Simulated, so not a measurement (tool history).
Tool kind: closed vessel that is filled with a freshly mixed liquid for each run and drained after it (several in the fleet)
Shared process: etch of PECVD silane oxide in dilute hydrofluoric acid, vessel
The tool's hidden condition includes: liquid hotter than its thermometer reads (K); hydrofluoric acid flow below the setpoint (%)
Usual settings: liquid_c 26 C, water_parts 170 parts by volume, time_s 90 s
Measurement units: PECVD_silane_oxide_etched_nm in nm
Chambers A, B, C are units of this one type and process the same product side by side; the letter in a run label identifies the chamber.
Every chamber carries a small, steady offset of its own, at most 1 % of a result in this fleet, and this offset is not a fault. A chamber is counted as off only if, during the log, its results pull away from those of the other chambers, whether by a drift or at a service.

run,hour,liquid_c,water_parts,time_s,hours since the thermometer was replaced,hours since the hydrofluoric acid flow meter was replaced,"read-back film thickness of the PECVD silane oxide reference wafer, read on the same gauge (nm)",PECVD_silane_oxide_etched_nm
1B,12.1,26,170,90,223.5,272.4,89.998,25.138
2C,23.6,26,170,90,443.9,896.9,90.029,25.346
3A,32.1,26,170,90,101.2,542.5,89.997,24.865
4B,46.4,26,170,90,257.8,306.7,89.982,25.367
5A,58.8,26,170,90,127.9,569.2,89.988,25.01
6C,68.9,26,170,90,489.2,942.2,89.988,25.141
7C,83.5,26,170,90,503.8,956.8,89.993,25.325
8B,94.9,26,170,55,306.3,355.2,90.027,15.333
9A,108,26,170,55,177.1,618.4,90.01,15.187
10C,121.2,26,170,55,541.5,994.5,89.988,15.411
# hour 125.1: chamber C: hydrofluoric acid flow meter replaced
11B,134.6,26,170,90,346,394.9,89.963,25.221
12A,149.2,26,170,90,218.3,659.6,90.06,24.45
13A,163.7,24.5,170,90,232.8,674.1,90.003,23.096
14B,173.6,24.5,170,90,385,433.9,90.024,23.719
15C,184.3,24.5,170,90,604.6,59.3,90.018,23.689
16B,193,26,170,90,404.4,453.3,90.007,24.981
17C,206.1,26,170,90,626.4,81.1,89.986,25.205
18A,214.7,26,170,90,283.8,725.1,89.996,24.043
19B,223.5,26,170,90,434.9,483.8,89.993,25.22
20A,235.9,26,170,90,305,746.3,90.008,23.981
21C,250,26,170,90,670.3,125,90.013,25.199
22A,260.4,26,170,90,329.5,770.8,90.015,23.365
23C,267.7,26,170,90,688,142.7,90.024,25.538
24B,283,24,170,90,494.4,543.3,90.032,23.172
25C,296.9,24,170,90,717.2,171.9,89.998,23.269
26A,307.1,24,170,90,376.2,817.5,90.042,21.742
27B,317,26,170,90,528.4,577.3,89.984,25.403
28A,330.4,28.5,170,70,399.5,840.8,89.977,19.688
29C,344.5,28.5,170,70,764.8,219.5,90.025,21.564
30B,351.9,28.5,170,70,563.3,612.2,89.959,21.239
31B,362,26,170,90,573.4,622.3,90.001,25.26

What goes on in this fleet: one chamber off, a drifting gauge, or nothing beyond the chambers' own small offsets? Name the chamber and the cause, if any.

It is chamber A that slowly wanders off from its peers.
What lies behind it: hydrofluoric acid flow below the setpoint (%) = 7.55.
With only this log, it may be confused with: liquid colder than its thermometer reads (K).

Below are 4 candidate recipes for chamber A's next run, each the usual settings with a change, their results shown as question marks. Which of them brings A's results back in line with what the other chambers give on the usual settings?
In line means no further than this from the other chambers' mean on the usual settings: PECVD_silane_oxide_etched_nm 0.61 nm
32A-1,373.9,26,175,90,,,,?
32A-2,373.9,27,170,90,,,,?
32A-3,373.9,26,170,100,,,,?
32A-4,373.9,26,175,85,,,,?

Mean of the other chambers on the usual settings: PECVD_silane_oxide_etched_nm 25.21 nm
run,PECVD_silane_oxide_etched_nm
32A-1,21.984
32A-2,23.634
32A-3,25.313
32A-4,20.763
32A-3 puts the chamber back in line with the other chambers.
